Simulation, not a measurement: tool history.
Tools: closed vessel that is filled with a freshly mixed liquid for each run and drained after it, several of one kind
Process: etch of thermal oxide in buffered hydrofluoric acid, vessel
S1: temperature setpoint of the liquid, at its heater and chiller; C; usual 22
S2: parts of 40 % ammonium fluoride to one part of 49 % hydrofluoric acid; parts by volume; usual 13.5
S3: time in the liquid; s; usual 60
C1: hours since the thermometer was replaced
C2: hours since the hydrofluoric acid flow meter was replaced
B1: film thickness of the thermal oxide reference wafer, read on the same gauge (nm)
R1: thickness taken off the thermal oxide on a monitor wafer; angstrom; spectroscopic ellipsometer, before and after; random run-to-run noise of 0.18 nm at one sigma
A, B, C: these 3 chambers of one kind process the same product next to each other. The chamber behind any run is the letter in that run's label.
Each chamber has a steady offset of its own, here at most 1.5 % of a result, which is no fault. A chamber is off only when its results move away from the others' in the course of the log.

Run 1A, hour 4.4: usual settings; C1 1324.8; C2 295.8; B1 120. Result: R1 477.82 angstrom.
Run 2C, hour 10: usual settings; C1 1463.9; C2 678.2; B1 119.99. Result: R1 471.1 angstrom.
Run 3B, hour 16.1: usual settings; C1 400; C2 396.6; B1 120.02. Result: R1 471.97 angstrom.
Run 4A, hour 23.5: usual settings; C1 1343.9; C2 314.9; B1 119.99. Result: R1 479.61 angstrom.
Run 5B, hour 28.7: usual settings; C1 412.6; C2 409.2; B1 120.02. Result: R1 474.5 angstrom.
Run 6C, hour 36.7: usual settings; C1 1490.6; C2 704.9; B1 119.98. Result: R1 470.27 angstrom.
Run 7B, hour 42.7: usual settings but S3 30 s; C1 426.6; C2 423.2; B1 120. Result: R1 236.64 angstrom.
Run 8C, hour 50.6: usual settings but S3 30 s; C1 1504.5; C2 718.8; B1 120. Result: R1 236.16 angstrom.
Run 9A, hour 57.8: usual settings but S3 30 s; C1 1378.2; C2 349.2; B1 119.98. Result: R1 243.38 angstrom.
Run 10A, hour 64.3: usual settings; C1 1384.7; C2 355.7; B1 120. Result: R1 486.61 angstrom.
Run 11B, hour 71.5: usual settings; C1 455.4; C2 452; B1 119.99. Result: R1 469.26 angstrom.
Run 12C, hour 78.2: usual settings; C1 1532.1; C2 746.4; B1 120. Result: R1 474.9 angstrom.
Run 13C, hour 85.8: usual settings; C1 1539.7; C2 754; B1 120.01. Result: R1 474.73 angstrom.
Run 14A, hour 90.6: usual settings but S3 80 s; C1 1411; C2 382; B1 119.97. Result: R1 657.2 angstrom.
Run 15B, hour 98.9: usual settings but S3 80 s; C1 482.8; C2 479.4; B1 120. Result: R1 625.35 angstrom.
At hour 102.2: chamber C: hydrofluoric acid flow meter replaced.
Run 16A, hour 107: usual settings but S3 80 s; C1 1427.4; C2 398.4; B1 120.01. Result: R1 659.57 angstrom.
Run 17B, hour 111.9: usual settings; C1 495.8; C2 492.4; B1 119.97. Result: R1 469.09 angstrom.
Run 18C, hour 117.1: usual settings; C1 1571; C2 15; B1 119.99. Result: R1 473.79 angstrom.
Run 19B, hour 124.4: usual settings; C1 508.3; C2 504.9; B1 120.01. Result: R1 471.15 angstrom.
Run 20A, hour 129.8: usual settings; C1 1450.2; C2 421.2; B1 120.01. Result: R1 495.89 angstrom.
Run 21C, hour 134.8: usual settings but S1 26.5 C, S3 40 s; C1 1588.7; C2 32.7; B1 119.99. Result: R1 406.08 angstrom.

The same settings go to every chamber for the next run, one line per chamber below. Forecast the results for each:
Run 22A, hour 141.2: usual settings but S1 26.5 C. Result: R1 ?.
Run 22B, hour 141.2: usual settings but S1 26.5 C. Result: R1 ?.
Run 22C, hour 141.2: usual settings but S1 26.5 C. Result: R1 ?.

run      R1
22A  639.39
22B  602.85
22C  609.11
